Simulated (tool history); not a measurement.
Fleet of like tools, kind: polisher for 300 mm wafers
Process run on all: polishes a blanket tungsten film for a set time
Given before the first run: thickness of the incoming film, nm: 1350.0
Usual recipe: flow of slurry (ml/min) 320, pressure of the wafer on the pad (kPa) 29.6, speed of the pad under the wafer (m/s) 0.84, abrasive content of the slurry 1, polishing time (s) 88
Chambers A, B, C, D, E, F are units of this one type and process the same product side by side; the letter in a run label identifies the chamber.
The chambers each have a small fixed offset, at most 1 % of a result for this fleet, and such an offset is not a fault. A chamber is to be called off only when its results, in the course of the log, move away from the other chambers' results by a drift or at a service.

run	hour	flow of slurry (ml/min)	pressure of the wafer on the pad (kPa)	speed of the pad under the wafer (m/s)	abrasive content of the slurry	polishing time (s)	wafers polished on this pad	hours since the slurry nozzle was cleaned	hours since the head pressure was calibrated	hours since the slurry blender was calibrated	hours since the slurry got fresh peroxide	film removed (angstrom)
# hour 2.2: chamber D: slurry tank refilled with fresh slurry and peroxide
1E	2.8	320	29.6	0.84	1	88	261	75.4	17	513.8	33.4	3579.6
2A	6.8	320	29.6	0.84	1	88	681	151.5	172.9	252.1	10.8	3668.4
3B	10	320	29.6	0.84	1	88	579	57.6	799.2	66.1	38.1	3674.8
4F	13.7	320	29.6	0.84	1	88	217	416.7	401.7	149.3	16.1	3674
# hour 15.5: chamber E: slurry tank refilled with fresh slurry and peroxide
5C	17	320	29.6	0.84	1	88	1262	382.7	212.9	203.2	77.5	3673.1
# hour 18.8: chamber E: slurry blender recalibrated
6D	22	420	29.6	0.84	1	102	401	595.2	338.3	98.4	19.8	4344.4
7A	27.4	420	29.6	0.84	1	102	954	172.1	193.5	272.7	31.4	4289.8
8E	30.1	420	29.6	0.84	1	102	623	102.7	44.3	11.3	14.7	4364.8
# hour 31.4: chamber E: worn pad replaced by a new one
# hour 31.7: chamber A: worn pad replaced by a new one
9B	33	420	29.6	0.84	1	102	884	80.6	822.2	89.1	61.1	4402.8
# hour 37: chamber B: worn pad replaced by a new one
10D	37.3	420	29.6	0.84	1	102	604	610.5	353.6	113.7	35.1	4345.8
# hour 38.3: chamber C: worn pad replaced by a new one
# hour 42.5: chamber F: worn pad replaced by a new one
11C	43	420	29.6	0.84	1	102	63	408.7	238.9	229.2	103.5	4334.8
12F	46.9	320	29.6	0.84	1	88	59	449.9	434.9	182.5	49.3	3755.3
# hour 47.2: chamber F: slurry tank refilled with fresh slurry and peroxide
# hour 47.5: chamber C: slurry tank refilled with fresh slurry and peroxide
13E	49.6	320	29.6	0.84	1	88	242	122.2	63.8	30.8	34.2	3602.9
# hour 52.7: chamber C: slurry blender recalibrated
14F	54.9	320	29.6	0.84	1	88	165	457.9	442.9	190.5	7.8	3659.5
# hour 56.4: chamber E: slurry tank refilled with fresh slurry and peroxide
15D	58.5	320	29.6	0.84	1	88	885	631.7	374.8	134.9	56.3	3701.8
16B	63	320	29.6	0.84	1	113	345	110.6	852.2	119.1	91.1	4781.4
# hour 63.2: chamber D: worn pad replaced by a new one
17C	66.8	320	29.6	0.84	1	113	379	432.5	262.7	14.2	19.4	4724.2
# hour 68.9: chamber F: head pressure recalibrated
18A	70.1	320	29.6	0.84	1	113	510	214.8	236.2	315.4	74.1	4650.8
# hour 70.6: chamber D: slurry nozzle cleaned
# hour 70.8: chamber D: slurry blender recalibrated
19E	75.9	320	29.6	0.84	1	113	591	148.5	90.1	57.1	19.6	4757.8
# hour 78: chamber E: worn pad replaced by a new one
20B	79.1	320	29.6	0.84	1	113	559	126.7	868.3	135.2	107.2	4756
21F	85.2	320	29.6	0.84	1	113	567	488.2	16.3	220.8	38.1	4685.4
# hour 88.9: chamber F: worn pad replaced by a new one
22D	89	320	29.6	0.84	1	88	342	18.5	405.3	18.3	86.8	3710.4
23C	93.9	320	29.6	0.84	1	88	738	459.6	289.8	41.3	46.5	3619.6
# hour 94: chamber A: slurry tank refilled with fresh slurry and peroxide
24A	99.1	320	29.6	0.84	1	88	894	243.8	265.2	344.4	5.2	3673.4
25B	101.9	320	29.6	0.84	1	88	861	149.5	891.1	158	130	3870.9
# hour 102.5: chamber F: slurry tank refilled with fresh slurry and peroxide
# hour 103.6: chamber F: slurry blender recalibrated
# hour 105.8: chamber B: worn pad replaced by a new one
# hour 106.3: chamber A: worn pad replaced by a new one
# hour 106.4: chamber F: slurry nozzle cleaned
26F	107.6	320	29.6	0.84	1	88	248	1.3	38.7	4.1	5.1	3635.5
# hour 108.4: chamber E: slurry tank refilled with fresh slurry and peroxide
27D	112	320	29.6	0.68	1	63	647	41.5	428.3	41.3	109.8	2084.1
28A	115.8	320	29.6	0.68	1	63	127	260.5	281.9	361.1	21.9	2143.7
29E	119.3	320	29.6	0.68	1	63	548	191.9	133.5	100.5	11	2121.9
30C	125	320	29.6	0.68	1	63	1150	490.7	320.9	72.4	77.6	2129.5
# hour 126.6: chamber E: worn pad replaced by a new one
31C	128.1	320	29.6	0.68	1	63	1192	493.8	324	75.5	80.7	2142.7
# hour 132.9: chamber B: slurry blender recalibrated
32A	133	320	29.6	0.68	1	63	355	277.7	299.1	378.3	39.1	2161.3
33D	138.2	320	29.6	0.84	1	88	994	67.7	454.5	67.5	136	3731.3
# hour 140.6: chamber F: worn pad replaced by a new one
34E	141.3	320	29.6	0.84	1	88	196	213.9	155.5	122.5	33	3777.3
# hour 144.8: chamber B: slurry tank refilled with fresh slurry and peroxide
# hour 145: chamber D: worn pad replaced by a new one
35B	146.4	320	29.6	0.84	1	88	538	194	935.6	13.5	1.7	3994.6
36F	149.7	320	29.6	0.84	1	88	120	43.4	80.8	46.2	47.2	3579.5
# hour 152.3: chamber F: slurry tank refilled with fresh slurry and peroxide
37D	155.9	320	34.5	0.58	1	88	145	85.4	472.2	85.2	153.7	2977.9
38F	160.3	320	34.5	0.58	1	88	261	54	91.4	56.8	8	2977.6
39B	165.3	320	34.5	0.58	1	88	789	212.9	954.5	32.4	20.6	3142.9

Next, every chamber runs the same settings. What will each give?
40A	169.6	320	29.6	0.84	1	88						?
40B	169.6	320	29.6	0.84	1	88						?
40C	169.6	320	29.6	0.84	1	88						?
40D	169.6	320	29.6	0.84	1	88						?
40E	169.6	320	29.6	0.84	1	88						?
40F	169.6	320	29.6	0.84	1	88						?

run	film removed (angstrom)
40A	3631.1
40B	4089.9
40C	3670.1
40D	3686.1
40E	3685.3
40F	3681.2
